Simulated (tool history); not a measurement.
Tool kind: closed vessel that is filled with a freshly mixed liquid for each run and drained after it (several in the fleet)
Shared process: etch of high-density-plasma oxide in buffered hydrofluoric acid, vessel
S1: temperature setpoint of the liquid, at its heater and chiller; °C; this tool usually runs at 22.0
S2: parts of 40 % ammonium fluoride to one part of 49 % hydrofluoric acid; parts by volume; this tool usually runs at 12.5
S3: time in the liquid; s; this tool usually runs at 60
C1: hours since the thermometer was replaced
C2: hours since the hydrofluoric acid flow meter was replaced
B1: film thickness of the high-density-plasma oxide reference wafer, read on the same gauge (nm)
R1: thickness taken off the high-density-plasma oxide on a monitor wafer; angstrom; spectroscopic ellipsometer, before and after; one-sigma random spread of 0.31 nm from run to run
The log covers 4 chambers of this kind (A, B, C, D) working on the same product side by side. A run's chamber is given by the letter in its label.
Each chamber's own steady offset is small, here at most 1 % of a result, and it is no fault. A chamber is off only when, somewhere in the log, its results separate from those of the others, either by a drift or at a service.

{"run": "1D", "hour": 6.9, "S1": 22.0, "S2": 12.5, "S3": 60, "C1": 1671.7, "C2": 2043.8, "B1": 29.98, "R1": 533.51}
{"run": "2C", "hour": 12.7, "S1": 22.0, "S2": 12.5, "S3": 60, "C1": 757.2, "C2": 1734.4, "B1": 30.0, "R1": 546.28}
{"run": "3A", "hour": 20.0, "S1": 22.0, "S2": 12.5, "S3": 60, "C1": 152.9, "C2": 2616.0, "B1": 30.04, "R1": 546.3}
{"run": "4B", "hour": 28.3, "S1": 22.0, "S2": 12.5, "S3": 60, "C1": 1502.5, "C2": 363.2, "B1": 30.007, "R1": 532.4}
{"run": "5D", "hour": 33.5, "S1": 22.0, "S2": 12.5, "S3": 60, "C1": 1698.3, "C2": 2070.4, "B1": 29.981, "R1": 535.83}
{"run": "6A", "hour": 42.0, "S1": 22.0, "S2": 12.5, "S3": 60, "C1": 174.9, "C2": 2638.0, "B1": 30.017, "R1": 537.12}
{"run": "7C", "hour": 50.4, "S1": 22.0, "S2": 12.5, "S3": 60, "C1": 794.9, "C2": 1772.1, "B1": 29.991, "R1": 540.92}
{"hour": 57.9, "done": "chamber D: hydrofluoric acid flow meter replaced"}
{"run": "8B", "hour": 60.2, "S1": 22.0, "S2": 12.5, "S3": 60, "C1": 1534.4, "C2": 395.1, "B1": 29.997, "R1": 534.62}
{"run": "9D", "hour": 69.3, "S1": 25.5, "S2": 12.5, "S3": 60, "C1": 1734.1, "C2": 11.5, "B1": 29.993, "R1": 663.2}
{"hour": 72.4, "done": "chamber A: hydrofluoric acid flow meter replaced"}
{"run": "10A", "hour": 77.9, "S1": 25.5, "S2": 12.5, "S3": 60, "C1": 210.8, "C2": 5.5, "B1": 29.989, "R1": 657.74}
{"run": "11B", "hour": 84.8, "S1": 25.5, "S2": 12.5, "S3": 60, "C1": 1559.0, "C2": 419.7, "B1": 30.012, "R1": 649.8}
{"run": "12C", "hour": 90.8, "S1": 25.5, "S2": 12.5, "S3": 60, "C1": 835.3, "C2": 1812.5, "B1": 30.017, "R1": 649.32}
{"hour": 91.3, "done": "chamber B: thermometer replaced"}
{"run": "13D", "hour": 99.2, "S1": 22.0, "S2": 12.5, "S3": 60, "C1": 1764.0, "C2": 41.4, "B1": 29.999, "R1": 557.5}
{"run": "14C", "hour": 109.4, "S1": 22.0, "S2": 12.5, "S3": 60, "C1": 853.9, "C2": 1831.1, "B1": 29.97, "R1": 537.97}
{"run": "15B", "hour": 119.8, "S1": 22.0, "S2": 12.5, "S3": 60, "C1": 28.6, "C2": 454.7, "B1": 30.015, "R1": 537.26}
{"run": "16A", "hour": 127.5, "S1": 22.0, "S2": 12.5, "S3": 60, "C1": 260.4, "C2": 55.1, "B1": 29.974, "R1": 545.94}
{"run": "17A", "hour": 133.7, "S1": 22.0, "S2": 12.5, "S3": 60, "C1": 266.6, "C2": 61.3, "B1": 29.977, "R1": 543.23}
{"run": "18B", "hour": 138.3, "S1": 22.0, "S2": 12.5, "S3": 60, "C1": 47.1, "C2": 473.2, "B1": 29.999, "R1": 533.93}
{"run": "19C", "hour": 147.4, "S1": 22.0, "S2": 12.5, "S3": 60, "C1": 891.9, "C2": 1869.1, "B1": 30.004, "R1": 539.81}
{"run": "20D", "hour": 156.3, "S1": 22.0, "S2": 12.5, "S3": 60, "C1": 1821.1, "C2": 98.5, "B1": 30.001, "R1": 566.75}
{"run": "21B", "hour": 161.2, "S1": 22.0, "S2": 12.5, "S3": 60, "C1": 70.0, "C2": 496.1, "B1": 30.02, "R1": 539.87}
{"run": "22A", "hour": 170.6, "S1": 22.0, "S2": 12.5, "S3": 60, "C1": 303.5, "C2": 98.2, "B1": 30.022, "R1": 540.84}
{"run": "23C", "hour": 179.0, "S1": 22.0, "S2": 16.5, "S3": 40, "C1": 923.5, "C2": 1900.7, "B1": 29.997, "R1": 274.53}
{"run": "24D", "hour": 188.9, "S1": 22.0, "S2": 16.5, "S3": 40, "C1": 1853.7, "C2": 131.1, "B1": 30.012, "R1": 293.42}
{"run": "25D", "hour": 197.5, "S1": 22.0, "S2": 16.5, "S3": 40, "C1": 1862.3, "C2": 139.7, "B1": 30.003, "R1": 291.51}
{"run": "26A", "hour": 203.5, "S1": 22.0, "S2": 16.5, "S3": 40, "C1": 336.4, "C2": 131.1, "B1": 29.98, "R1": 276.55}
{"run": "27C", "hour": 212.7, "S1": 22.0, "S2": 12.5, "S3": 60, "C1": 957.2, "C2": 1934.4, "B1": 29.99, "R1": 542.48}
{"run": "28B", "hour": 218.8, "S1": 22.0, "S2": 12.5, "S3": 60, "C1": 127.6, "C2": 553.7, "B1": 30.024, "R1": 533.16}
{"run": "29A", "hour": 225.2, "S1": 22.0, "S2": 12.5, "S3": 60, "C1": 358.1, "C2": 152.8, "B1": 30.016, "R1": 540.29}
{"run": "30D", "hour": 233.1, "S1": 22.0, "S2": 12.5, "S3": 60, "C1": 1897.9, "C2": 175.3, "B1": 30.003, "R1": 582.53}
{"run": "31B", "hour": 242.9, "S1": 22.0, "S2": 12.5, "S3": 60, "C1": 151.7, "C2": 577.8, "B1": 30.009, "R1": 537.57}

The same settings go to every chamber for the next run, one line per chamber below. Forecast the results for each:
{"run": "32A", "hour": 250.4, "S1": 22.0, "S2": 12.5, "S3": 60, "R1": "?"}
{"run": "32B", "hour": 250.4, "S1": 22.0, "S2": 12.5, "S3": 60, "R1": "?"}
{"run": "32C", "hour": 250.4, "S1": 22.0, "S2": 12.5, "S3": 60, "R1": "?"}
{"run": "32D", "hour": 250.4, "S1": 22.0, "S2": 12.5, "S3": 60, "R1": "?"}

run=32A R1=545.51
run=32B R1=534.20
run=32C R1=540.77
run=32D R1=585.16
